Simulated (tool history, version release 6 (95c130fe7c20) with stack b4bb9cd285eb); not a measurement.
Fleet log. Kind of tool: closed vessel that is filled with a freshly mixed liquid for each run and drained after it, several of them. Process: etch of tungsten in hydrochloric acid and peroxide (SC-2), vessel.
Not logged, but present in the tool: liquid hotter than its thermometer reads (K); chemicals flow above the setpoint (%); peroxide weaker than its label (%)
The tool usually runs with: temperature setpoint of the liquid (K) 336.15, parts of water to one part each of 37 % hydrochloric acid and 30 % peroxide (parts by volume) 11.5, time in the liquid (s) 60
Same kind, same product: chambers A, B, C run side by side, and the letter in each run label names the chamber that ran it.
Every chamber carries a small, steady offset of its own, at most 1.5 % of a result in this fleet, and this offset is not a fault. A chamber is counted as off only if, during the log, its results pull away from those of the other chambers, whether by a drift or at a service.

run    day  temperature setpoint of the liquid (K)  parts of water to one part each of 37 % hydrochloric acid and 30 % peroxide (parts by volume)  time in the liquid (s)  hours since the thermometer was replaced  hours since the chemicals flow meter was replaced  hours since the drum of peroxide was connected  read-back film thickness of the tungsten reference wafer, read on the same gauge (nm)  thickness taken off the tungsten on a monitor wafer (Å)
 1C  0.100                                  336.15                                                                                           11.5                      60                                    2486.1                                             1269.4                                           180.7                                                                                 69.996                                                   440.32
 2A  0.262                                  336.15                                                                                           11.5                      60                                     188.9                                             1512.0                                           236.7                                                                                 70.019                                                   441.02
 3B  0.396                                  336.15                                                                                           11.5                      60                                    2198.8                                               35.6                                           923.2                                                                                 69.994                                                   439.65
 4B  0.546                                  336.15                                                                                           11.5                      60                                    2202.4                                               39.2                                           926.8                                                                                 69.994                                                   440.10
 5A  0.708                                  336.15                                                                                           11.5                      60                                     199.6                                             1522.7                                           247.4                                                                                 69.999                                                   445.63
 6C  0.817                                  336.15                                                                                           11.5                      60                                    2503.3                                             1286.6                                           197.9                                                                                 70.015                                                   453.05
 7C  0.967                                  336.15                                                                                           11.5                      60                                    2506.9                                             1290.2                                           201.5                                                                                 70.002                                                   442.28
 8B  1.088                                  336.15                                                                                           11.5                      60                                    2215.4                                               52.2                                           939.8                                                                                 69.981                                                   433.72
 9A  1.183                                  336.15                                                                                           11.5                      60                                     211.0                                             1534.1                                           258.8                                                                                 70.004                                                   441.03
10B  1.346                                  336.15                                                                                            9.5                      80                                    2221.6                                               58.4                                           946.0                                                                                 70.002                                                   681.86
11C  1.471                                  336.15                                                                                            9.5                      80                                    2519.0                                             1302.3                                           213.6                                                                                 69.996                                                   684.75
12A  1.596                                  336.15                                                                                            9.5                      80                                     220.9                                             1544.0                                           268.7                                                                                 70.010                                                   697.87
13A  1.721                                  336.15                                                                                           11.5                      60                                     223.9                                             1547.0                                           271.7                                                                                 69.994                                                   449.62
     1.838  -- chamber C: thermometer replaced
14C  1.854                                  326.65                                                                                           11.5                      75                                       0.5                                             1311.5                                           222.8                                                                                 69.997                                                   302.79
15B  2.000                                  326.65                                                                                           11.5                      75                                    2237.3                                               74.1                                           961.7                                                                                 70.008                                                   300.17
16B  2.121                                  326.65                                                                                           11.5                      75                                    2240.2                                               77.0                                           964.6                                                                                 70.012                                                   301.34
17A  2.267                                  336.15                                                                                           11.5                      60                                     237.0                                             1560.1                                           284.8                                                                                 70.002                                                   452.31
18C  2.350                                  336.15                                                                                           11.5                      60                                      12.4                                             1323.4                                           234.7                                                                                 69.992                                                   434.80
19C  2.475                                  336.15                                                                                           11.5                      60                                      15.4                                             1326.4                                           237.7                                                                                 70.011                                                   436.14
20A  2.617                                  336.15                                                                                           11.5                      60                                     245.4                                             1568.5                                           293.2                                                                                 70.009                                                   446.14
     2.758  -- chamber B: thermometer replaced
21B  2.808                                  336.15                                                                                           16.5                      40                                       1.2                                               93.5                                           981.1                                                                                 69.988                                                   211.12
22C  2.892                                  336.15                                                                                           16.5                      40                                      25.4                                             1336.4                                           247.7                                                                                 70.000                                                   207.67
23B  2.992                                  336.15                                                                                           16.5                      40                                       5.6                                               97.9                                           985.5                                                                                 70.003                                                   215.12
24A  3.108                                  336.15                                                                                           11.5                      60                                     257.2                                             1580.3                                           305.0                                                                                 70.003                                                   439.90
25B  3.254                                  336.15                                                                                            7.5                      60                                      11.9                                              104.2                                           991.8                                                                                 69.993                                                   616.18
26A  3.404                                  336.15                                                                                            7.5                      60                                     264.3                                             1587.4                                           312.1                                                                                 69.991                                                   627.29
27C  3.554                                  336.15                                                                                            7.5                      60                                      41.3                                             1352.3                                           263.6                                                                                 70.007                                                   600.79
28A  3.725                                  336.15                                                                                           11.5                      60                                     272.0                                             1595.1                                           319.8                                                                                 69.993                                                   447.30
29B  3.908                                  336.15                                                                                           11.5                      60                                      27.6                                              119.9                                          1007.5                                                                                 70.016                                                   439.09
30C  3.992                                  336.15                                                                                           11.5                      60                                      51.8                                             1362.8                                           274.1                                                                                 69.997                                                   421.23
31B  4.104                                  336.15                                                                                           11.5                      60                                      32.3                                              124.6                                          1012.2                                                                                 70.008                                                   435.12
32A  4.196                                  336.15                                                                                           11.5                      60                                     283.3                                             1606.4                                           331.1                                                                                 69.996                                                   448.00
33C  4.342                                  336.15                                                                                           11.5                      60                                      60.2                                             1371.2                                           282.5                                                                                 69.994                                                   413.80
34B  4.492                                  336.15                                                                                           11.5                      60                                      41.6                                              133.9                                          1021.5                                                                                 69.996                                                   427.08
35A  4.671                                  336.15                                                                                           11.5                      60                                     294.7                                             1617.8                                           342.5                                                                                 69.997                                                   440.69
36C  4.771                                  336.15                                                                                           11.5                      60                                      70.5                                             1381.5                                           292.8                                                                                 70.020                                                   413.92
37A  4.875                                  336.15                                                                                           11.5                      60                                     299.6                                             1622.7                                           347.4                                                                                 69.976                                                   454.77
38B  5.029                                  336.15                                                                                           11.5                      60                                      54.5                                              146.8                                          1034.4                                                                                 69.987                                                   435.81
39C  5.142                                  336.15                                                                                           11.5                      60                                      79.4                                             1390.4                                           301.7                                                                                 70.012                                                   410.88
40B  5.233                                  330.15                                                                                           15.5                      60                                      59.4                                              151.7                                          1039.3                                                                                 69.987                                                   231.42
41C  5.400                                  330.15                                                                                           15.5                      60                                      85.6                                             1396.6                                           307.9                                                                                 70.014                                                   218.30
42A  5.550                                  330.15                                                                                           15.5                      60                                     315.8                                             1638.9                                           363.6                                                                                 69.992                                                   234.52

One chamber off, gauge drift, or nothing amiss beyond the chambers' own small offsets? If it is a chamber, which one, and what is the likeliest cause?

Little by little, chamber C moves away from the other chambers.
Likeliest cause: peroxide weaker than its label (%) = 7.85.
Not necessarily distinguishable in this log from: liquid colder than its thermometer reads (K); chemicals flow below the setpoint (%).

Which of the 4 candidates below, each the usual settings with something changed and its results left as question marks, puts chamber C back in line with what the other chambers give on the usual settings?
A result is in line if it is within this distance of the other chambers' mean on the usual settings: thickness taken off the tungsten on a monitor wafer (Å) 14.00
43C-1  5.688                                  336.65                                                                                           11.0                      60                                                                                                                                                                                                                                                                                            ?
43C-2  5.688                                  333.65                                                                                           11.5                      60                                                                                                                                                                                                                                                                                            ?
43C-3  5.688                                  335.65                                                                                           12.0                      60                                                                                                                                                                                                                                                                                            ?
43C-4  5.688                                  336.15                                                                                           10.5                      65                                                                                                                                                                                                                                                                                            ?

Usual-settings mean across the other chambers: thickness taken off the tungsten on a monitor wafer (Å) 440.19
  run  thickness taken off the tungsten on a monitor wafer (Å)
43C-1                                                   435.68
43C-2                                                   348.68
43C-3                                                   380.40
43C-4                                                   476.40
Change 43C-1 lands the chamber within the allowed miss of the other chambers.
